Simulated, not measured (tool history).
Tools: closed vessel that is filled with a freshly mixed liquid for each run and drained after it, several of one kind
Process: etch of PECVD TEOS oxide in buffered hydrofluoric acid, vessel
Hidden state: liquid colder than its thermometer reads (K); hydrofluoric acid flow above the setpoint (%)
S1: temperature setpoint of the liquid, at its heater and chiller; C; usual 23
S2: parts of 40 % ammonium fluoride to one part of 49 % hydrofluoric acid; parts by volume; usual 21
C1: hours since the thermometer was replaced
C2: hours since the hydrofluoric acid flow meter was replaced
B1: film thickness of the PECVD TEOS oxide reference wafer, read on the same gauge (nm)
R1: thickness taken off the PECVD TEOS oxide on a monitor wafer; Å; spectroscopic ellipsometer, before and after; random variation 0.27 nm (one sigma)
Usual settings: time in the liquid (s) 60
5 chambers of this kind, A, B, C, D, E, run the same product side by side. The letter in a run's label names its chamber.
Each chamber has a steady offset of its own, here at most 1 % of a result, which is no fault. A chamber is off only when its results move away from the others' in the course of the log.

Run 1C, hour 7.9: usual settings; C1 852.1; C2 1521.6; B1 80.035. Result: R1 527.92 Å.
Run 2E, hour 13: usual settings; C1 660.6; C2 701.7; B1 79.996. Result: R1 534.65 Å.
Run 3A, hour 17.4: usual settings; C1 1357.9; C2 1426.4; B1 80.023. Result: R1 535.62 Å.
Run 4B, hour 25.5: usual settings; C1 587.3; C2 673.6; B1 79.981. Result: R1 531.86 Å.
Run 5D, hour 33.3: usual settings; C1 1041.4; C2 157.3; B1 80.011. Result: R1 537.69 Å.
Run 6A, hour 41.3: usual settings; C1 1381.8; C2 1450.3; B1 79.975. Result: R1 535.15 Å.
Run 7C, hour 47.2: usual settings but S1 21 C, S2 25 parts by volume; C1 891.4; C2 1560.9; B1 79.973. Result: R1 421.95 Å.
Run 8B, hour 53.7: usual settings but S1 21 C, S2 25 parts by volume; C1 615.5; C2 701.8; B1 80.004. Result: R1 424.01 Å.
Run 9E, hour 61.4: usual settings but S1 21 C, S2 25 parts by volume; C1 709; C2 750.1; B1 79.999. Result: R1 428.01 Å.
Run 10D, hour 66.2: usual settings but S1 21 C, S2 25 parts by volume; C1 1074.3; C2 190.2; B1 79.999. Result: R1 428.11 Å.
At hour 71.9: chamber E: hydrofluoric acid flow meter replaced.
Run 11D, hour 74.5: usual settings but S1 21 C, S2 25 parts by volume; C1 1082.6; C2 198.5; B1 80.019. Result: R1 428.83 Å.
Run 12A, hour 78.7: usual settings; C1 1419.2; C2 1487.7; B1 80.007. Result: R1 537.64 Å.
Run 13B, hour 83.7: usual settings but S2 24 parts by volume; C1 645.5; C2 731.8; B1 80.006. Result: R1 485.2 Å.
Run 14E, hour 91.2: usual settings but S2 24 parts by volume; C1 738.8; C2 19.3; B1 79.975. Result: R1 492.66 Å.
Run 15C, hour 97.4: usual settings but S2 24 parts by volume; C1 941.6; C2 1611.1; B1 79.996. Result: R1 487.14 Å.
Run 16C, hour 106.3: usual settings but S2 24 parts by volume; C1 950.5; C2 1620; B1 79.997. Result: R1 485.09 Å.
Run 17A, hour 112.3: usual settings but S2 24 parts by volume; C1 1452.8; C2 1521.3; B1 79.968. Result: R1 486.48 Å.
Run 18D, hour 118: usual settings; C1 1126.1; C2 242; B1 80.018. Result: R1 534.22 Å.
Run 19E, hour 123.1: usual settings; C1 770.7; C2 51.2; B1 79.978. Result: R1 539.45 Å.
Run 20B, hour 129.2: usual settings; C1 691; C2 777.3; B1 79.997. Result: R1 521.97 Å.
Run 21D, hour 135.9: usual settings; C1 1144; C2 259.9; B1 80.035. Result: R1 538.96 Å.
Run 22B, hour 140.3: usual settings; C1 702.1; C2 788.4; B1 80.024. Result: R1 519.11 Å.
Run 23E, hour 147.6: usual settings; C1 795.2; C2 75.7; B1 80.029. Result: R1 535.74 Å.
Run 24C, hour 152.6: usual settings; C1 996.8; C2 1666.3; B1 79.998. Result: R1 529.28 Å.
Run 25A, hour 161.5: usual settings; C1 1502; C2 1570.5; B1 79.996. Result: R1 534.53 Å.
Run 26A, hour 165.6: usual settings; C1 1506.1; C2 1574.6; B1 79.994. Result: R1 539.86 Å.
Run 27D, hour 173.8: usual settings; C1 1181.9; C2 297.8; B1 79.982. Result: R1 539.76 Å.
Run 28B, hour 181.1: usual settings; C1 742.9; C2 829.2; B1 80.012. Result: R1 515.26 Å.
Run 29C, hour 186.3: usual settings; C1 1030.5; C2 1700; B1 79.981. Result: R1 530.34 Å.
Run 30E, hour 191.1: usual settings; C1 838.7; C2 119.2; B1 79.995. Result: R1 535.25 Å.
Run 31B, hour 195.6: usual settings; C1 757.4; C2 843.7; B1 79.995. Result: R1 511.01 Å.
Run 32A, hour 202.3: usual settings; C1 1542.8; C2 1611.3; B1 80.026. Result: R1 536.42 Å.
Run 33D, hour 207.9: usual settings; C1 1216; C2 331.9; B1 79.984. Result: R1 537.74 Å.
Run 34C, hour 216.6: usual settings; C1 1060.8; C2 1730.3; B1 80.039. Result: R1 530.14 Å.
Run 35E, hour 222: usual settings; C1 869.6; C2 150.1; B1 80.02. Result: R1 536.74 Å.
Run 36C, hour 231: usual settings; C1 1075.2; C2 1744.7; B1 79.989. Result: R1 530.11 Å.
Run 37A, hour 240.5: usual settings but time in the liquid (s) 75; C1 1581; C2 1649.5; B1 79.994. Result: R1 669.53 Å.
Run 38B, hour 247.2: usual settings but time in the liquid (s) 75; C1 809; C2 895.3; B1 79.957. Result: R1 628.81 Å.

All 5 chambers run these settings next. Forecast each chamber's results:
Run 39A, hour 254.1: usual settings but S1 18.5 C. Result: R1 ?.
Run 39B, hour 254.1: usual settings but S1 18.5 C. Result: R1 ?.
Run 39C, hour 254.1: usual settings but S1 18.5 C. Result: R1 ?.
Run 39D, hour 254.1: usual settings but S1 18.5 C. Result: R1 ?.
Run 39E, hour 254.1: usual settings but S1 18.5 C. Result: R1 ?.

run      R1
39A  414.77
39B  393.36
39C  406.67
39D  419.71
39E  417.19
